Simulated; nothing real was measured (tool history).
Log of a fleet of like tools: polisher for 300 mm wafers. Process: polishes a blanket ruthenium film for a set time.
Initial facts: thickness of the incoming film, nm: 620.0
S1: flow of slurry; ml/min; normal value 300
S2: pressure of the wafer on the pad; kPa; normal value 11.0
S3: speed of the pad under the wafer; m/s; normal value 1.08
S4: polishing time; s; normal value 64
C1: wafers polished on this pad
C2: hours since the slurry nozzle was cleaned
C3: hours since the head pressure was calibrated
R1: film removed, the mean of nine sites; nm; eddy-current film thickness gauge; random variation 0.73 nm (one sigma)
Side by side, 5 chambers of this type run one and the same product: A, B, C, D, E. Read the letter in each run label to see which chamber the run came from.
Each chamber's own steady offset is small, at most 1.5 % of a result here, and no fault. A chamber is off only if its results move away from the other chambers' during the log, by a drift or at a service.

{"run": "1E", "hour": 7.9, "S1": 300, "S2": 11.0, "S3": 1.08, "S4": 64, "C1": 487, "C2": 230.8, "C3": 188.9, "R1": 54.28}
{"run": "2C", "hour": 14.7, "S1": 300, "S2": 11.0, "S3": 1.08, "S4": 64, "C1": 520, "C2": 192.0, "C3": 735.7, "R1": 52.98}
{"run": "3D", "hour": 19.9, "S1": 300, "S2": 11.0, "S3": 1.08, "S4": 64, "C1": 728, "C2": 159.7, "C3": 310.6, "R1": 53.837}
{"run": "4B", "hour": 24.2, "S1": 300, "S2": 11.0, "S3": 1.08, "S4": 64, "C1": 863, "C2": 185.1, "C3": 765.8, "R1": 53.89}
{"hour": 29.9, "done": "chamber C: worn pad replaced by a new one"}
{"run": "5A", "hour": 30.2, "S1": 300, "S2": 11.0, "S3": 1.08, "S4": 64, "C1": 915, "C2": 471.3, "C3": 378.8, "R1": 54.345}
{"run": "6A", "hour": 35.6, "S1": 300, "S2": 11.0, "S3": 1.08, "S4": 64, "C1": 984, "C2": 476.7, "C3": 384.2, "R1": 54.468}
{"hour": 36.6, "done": "chamber E: worn pad replaced by a new one"}
{"run": "7B", "hour": 42.9, "S1": 230, "S2": 11.0, "S3": 1.08, "S4": 83, "C1": 1100, "C2": 203.8, "C3": 784.5, "R1": 66.869}
{"run": "8C", "hour": 51.1, "S1": 230, "S2": 11.0, "S3": 1.08, "S4": 83, "C1": 270, "C2": 228.4, "C3": 772.1, "R1": 67.066}
{"hour": 53.1, "done": "chamber B: worn pad replaced by a new one"}
{"run": "9D", "hour": 59.0, "S1": 230, "S2": 11.0, "S3": 1.08, "S4": 83, "C1": 1224, "C2": 198.8, "C3": 349.7, "R1": 68.948}
{"run": "10E", "hour": 66.3, "S1": 230, "S2": 11.0, "S3": 1.08, "S4": 83, "C1": 378, "C2": 289.2, "C3": 247.3, "R1": 69.95}
{"run": "11A", "hour": 72.1, "S1": 230, "S2": 11.0, "S3": 1.08, "S4": 83, "C1": 1447, "C2": 513.2, "C3": 420.7, "R1": 68.796}
{"hour": 72.5, "done": "chamber A: worn pad replaced by a new one"}
{"run": "12D", "hour": 79.8, "S1": 300, "S2": 11.0, "S3": 1.08, "S4": 64, "C1": 1488, "C2": 219.6, "C3": 370.5, "R1": 52.707}
{"run": "13B", "hour": 86.8, "S1": 300, "S2": 11.0, "S3": 1.08, "S4": 64, "C1": 428, "C2": 247.7, "C3": 828.4, "R1": 53.26}
{"hour": 91.1, "done": "chamber C: worn pad replaced by a new one"}
{"run": "14C", "hour": 93.2, "S1": 300, "S2": 11.0, "S3": 1.08, "S4": 64, "C1": 27, "C2": 270.5, "C3": 814.2, "R1": 54.507}
{"run": "15E", "hour": 98.1, "S1": 355, "S2": 6.9, "S3": 1.08, "S4": 64, "C1": 782, "C2": 321.0, "C3": 279.1, "R1": 34.024}
{"run": "16C", "hour": 103.3, "S1": 355, "S2": 6.9, "S3": 1.08, "S4": 64, "C1": 155, "C2": 280.6, "C3": 824.3, "R1": 34.39}
{"run": "17E", "hour": 111.4, "S1": 355, "S2": 6.9, "S3": 1.08, "S4": 64, "C1": 951, "C2": 334.3, "C3": 292.4, "R1": 34.377}
{"hour": 113.2, "done": "chamber E: worn pad replaced by a new one"}
{"run": "18D", "hour": 119.5, "S1": 355, "S2": 6.9, "S3": 1.08, "S4": 64, "C1": 1993, "C2": 259.3, "C3": 410.2, "R1": 33.53}
{"run": "19B", "hour": 126.9, "S1": 355, "S2": 6.9, "S3": 1.08, "S4": 64, "C1": 937, "C2": 287.8, "C3": 868.5, "R1": 33.772}
{"run": "20A", "hour": 132.7, "S1": 300, "S2": 11.0, "S3": 1.08, "S4": 64, "C1": 764, "C2": 573.8, "C3": 481.3, "R1": 54.55}
{"hour": 138.9, "done": "chamber E: head pressure recalibrated"}
{"run": "21B", "hour": 139.1, "S1": 300, "S2": 11.0, "S3": 1.08, "S4": 64, "C1": 1092, "C2": 300.0, "C3": 880.7, "R1": 54.721}
{"run": "22A", "hour": 144.0, "S1": 300, "S2": 11.0, "S3": 1.08, "S4": 64, "C1": 908, "C2": 585.1, "C3": 492.6, "R1": 55.049}
{"hour": 144.7, "done": "chamber B: worn pad replaced by a new one"}
{"run": "23D", "hour": 151.0, "S1": 300, "S2": 11.0, "S3": 1.08, "S4": 64, "C1": 2393, "C2": 290.8, "C3": 441.7, "R1": 50.326}
{"hour": 153.6, "done": "chamber C: worn pad replaced by a new one"}
{"run": "24C", "hour": 156.6, "S1": 300, "S2": 11.0, "S3": 1.08, "S4": 64, "C1": 38, "C2": 333.9, "C3": 877.6, "R1": 53.503}
{"run": "25E", "hour": 161.5, "S1": 300, "S2": 11.0, "S3": 1.08, "S4": 64, "C1": 614, "C2": 384.4, "C3": 22.7, "R1": 53.692}
{"run": "26E", "hour": 168.6, "S1": 300, "S2": 11.0, "S3": 1.08, "S4": 64, "C1": 704, "C2": 391.5, "C3": 29.8, "R1": 54.67}
{"hour": 170.0, "done": "chamber A: worn pad replaced by a new one"}
{"run": "27B", "hour": 174.2, "S1": 300, "S2": 11.0, "S3": 1.08, "S4": 51, "C1": 375, "C2": 335.1, "C3": 915.8, "R1": 42.867}
{"run": "28D", "hour": 181.4, "S1": 300, "S2": 11.0, "S3": 1.08, "S4": 51, "C1": 2779, "C2": 321.2, "C3": 472.1, "R1": 39.919}
{"run": "29A", "hour": 185.8, "S1": 300, "S2": 11.0, "S3": 1.08, "S4": 51, "C1": 201, "C2": 626.9, "C3": 534.4, "R1": 44.013}
{"hour": 189.6, "done": "chamber C: head pressure recalibrated"}
{"run": "30C", "hour": 192.3, "S1": 300, "S2": 11.0, "S3": 1.08, "S4": 51, "C1": 492, "C2": 369.6, "C3": 2.8, "R1": 43.395}

Each of the 5 chambers runs these same settings next. Fill in every chamber's results:
{"run": "31A", "hour": 198.5, "S1": 300, "S2": 11.0, "S3": 1.08, "S4": 49, "R1": "?"}
{"run": "31B", "hour": 198.5, "S1": 300, "S2": 11.0, "S3": 1.08, "S4": 49, "R1": "?"}
{"run": "31C", "hour": 198.5, "S1": 300, "S2": 11.0, "S3": 1.08, "S4": 49, "R1": "?"}
{"run": "31D", "hour": 198.5, "S1": 300, "S2": 11.0, "S3": 1.08, "S4": 49, "R1": "?"}
{"run": "31E", "hour": 198.5, "S1": 300, "S2": 11.0, "S3": 1.08, "S4": 49, "R1": "?"}

run=31A R1=42.237
run=31B R1=41.050
run=31C R1=41.321
run=31D R1=36.650
run=31E R1=41.465
